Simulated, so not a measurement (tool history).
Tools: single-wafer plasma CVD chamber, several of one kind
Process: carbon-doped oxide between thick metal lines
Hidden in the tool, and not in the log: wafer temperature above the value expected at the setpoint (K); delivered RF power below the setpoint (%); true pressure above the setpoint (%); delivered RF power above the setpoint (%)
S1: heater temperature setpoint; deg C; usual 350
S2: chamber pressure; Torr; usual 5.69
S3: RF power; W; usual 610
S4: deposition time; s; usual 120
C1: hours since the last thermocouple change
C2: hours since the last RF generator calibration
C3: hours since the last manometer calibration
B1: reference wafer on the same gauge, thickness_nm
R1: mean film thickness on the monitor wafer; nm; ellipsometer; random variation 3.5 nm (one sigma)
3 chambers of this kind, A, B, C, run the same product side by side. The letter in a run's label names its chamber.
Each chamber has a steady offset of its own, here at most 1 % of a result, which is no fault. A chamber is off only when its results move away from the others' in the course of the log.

run   hour   S1    S2   S3   S4      C1      C2      C3      B1      R1
 1B    4.4  350  5.69  610  120   412.8  2054.7   722.6  829.00  693.27
 2A   10.6  350  5.69  610  120   920.9   327.0  2385.4  828.15  696.59
 3C   13.4  350  5.69  610  120  1957.6  1949.1   148.5  828.12  688.27
 4C   19.2  350  5.69  610  120  1963.4  1954.9   154.3  827.73  688.94
 5B   23.1  350  5.69  610  120   431.5  2073.4   741.3  827.95  689.97
 6A   29.0  350  5.69  610  120   939.3   345.4  2403.8  827.69  692.38
 7A   35.1  350  5.69  610  120   945.4   351.5  2409.9  827.88  702.91
 8B   38.2  350  5.69  610  120   446.6  2088.5   756.4  827.80  692.55
 9C   44.4  350  5.69  610  120  1988.6  1980.1   179.5  828.33  687.22
10C   47.6  350  5.69  610  120  1991.8  1983.3   182.7  828.36  685.02
11A   51.8  350  5.69  610  120   962.1   368.2  2426.6  827.14  699.32
12B   55.0  350  5.69  610  111   463.4  2105.3   773.2  827.95  631.89
13C   57.7  350  5.69  610  111  2001.9  1993.4   192.8  827.61  633.51
14B   61.0  350  5.69  610  111   469.4  2111.3   779.2  828.66  640.20
15A   64.6  350  5.69  610  120   974.9   381.0  2439.4  828.29  693.36
16C   68.4  350  5.69  610  120  2012.6  2004.1   203.5  826.36  686.20
17B   71.9  350  5.69  610  120   480.3  2122.2   790.1  828.02  687.61
18A   76.4  350  5.69  610  120   986.7   392.8  2451.2  828.02  690.07
19B   81.9  350  5.69  610  120   490.3  2132.2   800.1  827.14  688.21
20A   86.3  350  5.69  610  120   996.6   402.7  2461.1  827.14  700.65
21C   91.6  350  5.69  610  120  2035.8  2027.3   226.7  827.46  686.92
22A   96.1  350  5.69  610  120  1006.4   412.5  2470.9  828.02  692.32
23B  101.9  350  5.69  610  120   510.3  2152.2   820.1  827.38  695.06
24C  105.6  350  5.69  610  120  2049.8  2041.3   240.7  828.82  686.22
25C  111.8  350  5.69  610  120  2056.0  2047.5   246.9  828.32  688.47
26A  115.1  350  5.69  610  120  1025.4   431.5  2489.9  828.13  702.68
27B  118.6  350  5.69  610  120   527.0  2168.9   836.8  828.09  690.99
28C  124.5  350  5.69  610  120  2068.7  2060.2   259.6  828.15  693.92
29B  130.6  350  5.69  610  120   539.0  2180.9   848.8  827.97  693.44
30A  133.6  350  5.69  610  120  1043.9   450.0  2508.4  829.53  698.60
31C  139.3  350  5.69  610  120  2083.5  2075.0   274.4  829.31  688.54
32B  144.0  350  5.69  610  120   552.4  2194.3   862.2  827.59  694.07
33A  148.5  350  5.69  610  120  1058.8   464.9  2523.3  828.64  696.02
34C  153.9  350  5.69  610  120  2098.1  2089.6   289.0  828.15  688.79
35B  158.5  350  5.69  610  120   566.9  2208.8   876.7  827.26  689.58
36A  163.0  350  5.69  610  120  1073.3   479.4  2537.8  827.49  699.18

What goes on in this fleet: one chamber off, a drifting gauge, or nothing beyond the chambers' own small offsets? Name the chamber and the cause, if any.

No chamber stands off beyond its own small offset, and the gauge holds steady.

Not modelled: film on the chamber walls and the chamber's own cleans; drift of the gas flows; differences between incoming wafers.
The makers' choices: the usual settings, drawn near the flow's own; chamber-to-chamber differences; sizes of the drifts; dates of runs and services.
